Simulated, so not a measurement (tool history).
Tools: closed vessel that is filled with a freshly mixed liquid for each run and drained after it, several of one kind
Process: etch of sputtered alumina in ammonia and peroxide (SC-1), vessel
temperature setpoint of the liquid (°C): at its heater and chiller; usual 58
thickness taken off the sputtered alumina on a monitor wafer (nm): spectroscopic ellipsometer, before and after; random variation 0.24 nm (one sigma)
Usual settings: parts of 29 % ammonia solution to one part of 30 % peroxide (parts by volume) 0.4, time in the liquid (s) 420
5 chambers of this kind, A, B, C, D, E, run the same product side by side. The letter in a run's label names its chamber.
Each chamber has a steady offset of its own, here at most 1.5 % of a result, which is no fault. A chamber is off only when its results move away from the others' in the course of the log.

run	hour	temperature setpoint of the liquid (°C)	parts of 29 % ammonia solution to one part of 30 % peroxide (parts by volume)	time in the liquid (s)	hours since the thermometer was replaced	hours since the ammonia flow meter was replaced	hours since the drum of ammonia solution was connected	read-back film thickness of the sputtered alumina reference wafer, read on the same gauge (nm)	thickness taken off the sputtered alumina on a monitor wafer (nm)
1B	10.5	58	0.4	420	852.1	1966.4	119.8	130	28.578
2E	24.6	58	0.4	420	429.3	934.7	69.6	129.98	27.798
3D	34.9	58	0.4	420	647	273.3	111.4	130.01	27.919
4A	46.9	58	0.4	420	1963.4	517	230.9	130	28.194
5C	54.1	58	0.4	420	415.8	1149.1	391.2	130.01	28.295
# hour 59.1: chamber C: new drum of ammonia solution connected
6E	62.3	58	0.4	420	467	972.4	107.3	130	28.051
7A	73.7	58	0.4	420	1990.2	543.8	257.7	130.03	28.089
8B	88	58	0.4	420	929.6	2043.9	197.3	130	28.535
9D	98.3	58	0.4	420	710.4	336.7	174.8	130	28.083
10C	110.7	58	0.4	420	472.4	1205.7	51.6	130	28.247
11C	123.3	50.5	0.4	550	485	1218.3	64.2	129.99	25.039
12B	135	50.5	0.4	550	976.6	2090.9	244.3	130.01	24.952
# hour 137.1: chamber E: ammonia flow meter replaced
13A	147.7	50.5	0.4	550	2064.2	617.8	331.7	130.01	24.442
14E	156.7	50.5	0.4	550	561.4	19.6	201.7	130.01	24.344
# hour 165.8: chamber E: new drum of ammonia solution connected
15D	166.5	50.5	0.4	550	778.6	404.9	243	129.99	24.425
16D	173.2	58	0.4	420	785.3	411.6	249.7	129.99	28.134
17C	185	58	0.4	420	546.7	1280	125.9	130.01	28.58
# hour 188.7: chamber B: ammonia flow meter replaced
18B	192.8	58	0.4	420	1034.4	4.1	302.1	129.98	28.494
19A	200.3	58	0.4	420	2116.8	670.4	384.3	130	27.946
20E	208.1	58	0.4	420	612.8	71	42.4	130.02	27.927
21B	214.3	58	0.4	420	1055.9	25.6	323.6	130.02	28.06
22E	225.1	58	0.4	420	629.8	88	59.4	129.99	27.885
23C	235.2	58	0.4	420	596.9	1330.2	176.1	129.99	28.418
24D	246.8	58	0.4	420	858.9	485.2	323.3	129.99	28.179
# hour 253.9: chamber B: new drum of ammonia solution connected
25A	259.2	58	0.4	420	2175.7	729.3	443.2	130.01	27.808
26E	266.2	58	0.4	420	670.9	129.1	100.5	129.98	28.034
27B	274.8	58	0.4	420	1116.4	86.1	20.9	130	28.585
28C	285.4	48.5	0.4	420	647.1	1380.4	226.3	130.02	17.371
29A	293.7	48.5	0.4	420	2210.2	763.8	477.7	129.97	16.587
30D	305.2	48.5	0.4	420	917.3	543.6	381.7	130	16.454
31E	314.1	48.5	0.4	420	718.8	177	148.4	129.99	16.562
32C	323.1	48.5	0.4	420	684.8	1418.1	264	130.03	17.313
33D	333.2	58	0.4	420	945.3	571.6	409.7	129.99	27.877
34A	346.6	58	0.4	420	2263.1	816.7	530.6	130.01	27.72
# hour 348.1: chamber C: thermometer replaced
35B	353	58	0.4	420	1194.6	164.3	99.1	129.98	28.587
36C	364.4	58	0.4	420	16.3	1459.4	305.3	130	28.532
37E	375.3	58	0.4	420	780	238.2	209.6	130	28.057

All 5 chambers run these settings next. Forecast each chamber's results:
38A	385.5	58	0.4	655					?
38B	385.5	58	0.4	655					?
38C	385.5	58	0.4	655					?
38D	385.5	58	0.4	655					?
38E	385.5	58	0.4	655					?

run	thickness taken off the sputtered alumina on a monitor wafer (nm)
38A	43.727
38B	43.622
38C	44.467
38D	42.972
38E	43.344

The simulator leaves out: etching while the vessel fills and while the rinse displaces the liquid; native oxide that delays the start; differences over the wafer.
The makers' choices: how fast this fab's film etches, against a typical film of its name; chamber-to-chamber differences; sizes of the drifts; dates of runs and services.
